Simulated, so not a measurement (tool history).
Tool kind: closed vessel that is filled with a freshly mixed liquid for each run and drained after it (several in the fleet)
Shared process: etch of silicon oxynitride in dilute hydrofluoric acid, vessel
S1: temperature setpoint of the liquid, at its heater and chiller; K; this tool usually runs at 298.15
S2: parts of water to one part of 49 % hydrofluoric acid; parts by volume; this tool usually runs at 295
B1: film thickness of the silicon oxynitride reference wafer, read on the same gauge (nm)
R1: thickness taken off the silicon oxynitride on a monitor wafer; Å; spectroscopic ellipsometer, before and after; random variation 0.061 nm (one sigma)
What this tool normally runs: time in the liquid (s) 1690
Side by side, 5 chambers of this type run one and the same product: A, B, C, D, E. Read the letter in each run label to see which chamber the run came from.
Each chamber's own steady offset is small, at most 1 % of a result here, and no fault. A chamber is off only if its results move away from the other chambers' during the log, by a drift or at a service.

{"run": "1A", "hour": 9.1, "S1": 298.15, "S2": 295, "time in the liquid (s)": 1690, "B1": 40.013, "R1": 75.201}
{"run": "2D", "hour": 16.7, "S1": 298.15, "S2": 295, "time in the liquid (s)": 1690, "B1": 40.007, "R1": 74.418}
{"run": "3C", "hour": 25.1, "S1": 298.15, "S2": 295, "time in the liquid (s)": 1690, "B1": 39.989, "R1": 73.877}
{"run": "4B", "hour": 30.0, "S1": 298.15, "S2": 295, "time in the liquid (s)": 1690, "B1": 40.016, "R1": 74.89}
{"run": "5E", "hour": 36.2, "S1": 294.65, "S2": 220, "time in the liquid (s)": 1690, "B1": 39.981, "R1": 90.147}
{"run": "6B", "hour": 44.8, "S1": 294.65, "S2": 220, "time in the liquid (s)": 1690, "B1": 40.013, "R1": 90.173}
{"run": "7C", "hour": 53.7, "S1": 294.65, "S2": 220, "time in the liquid (s)": 1690, "B1": 39.999, "R1": 89.629}
{"run": "8E", "hour": 63.2, "S1": 294.65, "S2": 220, "time in the liquid (s)": 1690, "B1": 40.002, "R1": 90.021}
{"run": "9A", "hour": 72.4, "S1": 294.65, "S2": 220, "time in the liquid (s)": 1690, "B1": 39.981, "R1": 89.966}
{"run": "10D", "hour": 81.3, "S1": 298.15, "S2": 295, "time in the liquid (s)": 1690, "B1": 40.009, "R1": 74.826}
{"run": "11B", "hour": 89.2, "S1": 298.15, "S2": 295, "time in the liquid (s)": 1690, "B1": 40.017, "R1": 74.383}
{"run": "12E", "hour": 95.1, "S1": 298.15, "S2": 295, "time in the liquid (s)": 1690, "B1": 40.023, "R1": 74.14}
{"run": "13D", "hour": 99.6, "S1": 294.65, "S2": 295, "time in the liquid (s)": 2070, "B1": 40.002, "R1": 76.964}
{"run": "14C", "hour": 109.0, "S1": 294.65, "S2": 295, "time in the liquid (s)": 2070, "B1": 39.964, "R1": 78.58}
{"run": "15A", "hour": 115.8, "S1": 294.65, "S2": 295, "time in the liquid (s)": 2070, "B1": 39.985, "R1": 78.752}
{"run": "16E", "hour": 125.4, "S1": 294.65, "S2": 295, "time in the liquid (s)": 2070, "B1": 39.987, "R1": 79.283}
{"run": "17A", "hour": 133.0, "S1": 294.65, "S2": 295, "time in the liquid (s)": 2070, "B1": 39.983, "R1": 78.137}
{"run": "18C", "hour": 140.1, "S1": 293.65, "S2": 295, "time in the liquid (s)": 1170, "B1": 39.999, "R1": 42.795}
{"run": "19B", "hour": 146.4, "S1": 293.65, "S2": 295, "time in the liquid (s)": 1170, "B1": 39.991, "R1": 42.584}
{"run": "20D", "hour": 155.1, "S1": 293.65, "S2": 295, "time in the liquid (s)": 1170, "B1": 39.999, "R1": 42.084}
{"run": "21E", "hour": 162.1, "S1": 293.65, "S2": 295, "time in the liquid (s)": 1170, "B1": 40.017, "R1": 43.03}
{"run": "22A", "hour": 168.0, "S1": 293.65, "S2": 295, "time in the liquid (s)": 1170, "B1": 40.004, "R1": 42.662}
{"run": "23C", "hour": 175.3, "S1": 298.15, "S2": 295, "time in the liquid (s)": 1690, "B1": 40.015, "R1": 75.698}
{"run": "24B", "hour": 182.8, "S1": 298.15, "S2": 295, "time in the liquid (s)": 1690, "B1": 39.992, "R1": 74.391}
{"run": "25D", "hour": 191.3, "S1": 298.15, "S2": 295, "time in the liquid (s)": 1690, "B1": 40.011, "R1": 74.316}
{"run": "26E", "hour": 198.5, "S1": 298.15, "S2": 295, "time in the liquid (s)": 1690, "B1": 40.015, "R1": 74.769}
{"run": "27D", "hour": 204.4, "S1": 298.15, "S2": 295, "time in the liquid (s)": 1690, "B1": 39.997, "R1": 73.775}
{"run": "28A", "hour": 213.9, "S1": 298.15, "S2": 295, "time in the liquid (s)": 1690, "B1": 39.994, "R1": 74.284}
{"run": "29B", "hour": 219.3, "S1": 298.15, "S2": 295, "time in the liquid (s)": 1690, "B1": 39.996, "R1": 73.132}
{"run": "30C", "hour": 228.4, "S1": 298.15, "S2": 295, "time in the liquid (s)": 1690, "B1": 39.993, "R1": 75.95}
{"run": "31E", "hour": 237.6, "S1": 298.15, "S2": 295, "time in the liquid (s)": 1690, "B1": 39.993, "R1": 75.243}
{"run": "32C", "hour": 243.6, "S1": 298.15, "S2": 375, "time in the liquid (s)": 1690, "B1": 39.995, "R1": 56.495}
{"run": "33B", "hour": 252.5, "S1": 298.15, "S2": 375, "time in the liquid (s)": 1690, "B1": 39.996, "R1": 55.344}
{"hour": 257.8, "done": "chamber D: hydrofluoric acid flow meter replaced"}
{"run": "34D", "hour": 258.5, "S1": 298.15, "S2": 375, "time in the liquid (s)": 1690, "B1": 40.003, "R1": 54.173}
{"run": "35A", "hour": 262.9, "S1": 298.15, "S2": 375, "time in the liquid (s)": 1690, "B1": 39.991, "R1": 55.903}
{"run": "36E", "hour": 269.5, "S1": 298.15, "S2": 375, "time in the liquid (s)": 1690, "B1": 39.99, "R1": 54.44}
{"run": "37A", "hour": 278.6, "S1": 298.15, "S2": 295, "time in the liquid (s)": 1690, "B1": 40.004, "R1": 74.767}
{"run": "38D", "hour": 283.9, "S1": 298.15, "S2": 295, "time in the liquid (s)": 1690, "B1": 40.006, "R1": 73.927}

Which is it: a chamber that has drifted or been left off by a service, a gauge drift common to all chambers, or only each chamber's usual small offset? If a chamber is off, name it and its likeliest cause.

One chamber, C, drifts off from the rest bit by bit.
Cause: hydrofluoric acid flow above the setpoint (%) = 4.15.
It could be hard to tell apart here from: liquid hotter than its thermometer reads (K).

Below are 4 candidate recipes for chamber C's next run, each the usual settings with a change, their results shown as question marks. Which of them brings C's results back in line with what the other chambers give on the usual settings?
In-line tolerance around the mean of the other chambers on the usual settings: R1 2.100 Å
{"run": "39C-1", "hour": 290.8, "S1": 297.15, "S2": 295, "time in the liquid (s)": 1690, "R1": "?"}
{"run": "39C-2", "hour": 290.8, "S1": 298.15, "S2": 285, "time in the liquid (s)": 1765, "R1": "?"}
{"run": "39C-3", "hour": 290.8, "S1": 298.15, "S2": 290, "time in the liquid (s)": 1725, "R1": "?"}
{"run": "39C-4", "hour": 290.8, "S1": 298.15, "S2": 320, "time in the liquid (s)": 1690, "R1": "?"}

Mean of the other chambers on the usual settings: R1 74.330 Å
run=39C-1 R1=74.073
run=39C-2 R1=84.176
run=39C-3 R1=80.547
run=39C-4 R1=69.952
The right change is 39C-1: it brings the chamber back within the allowed miss of the others.
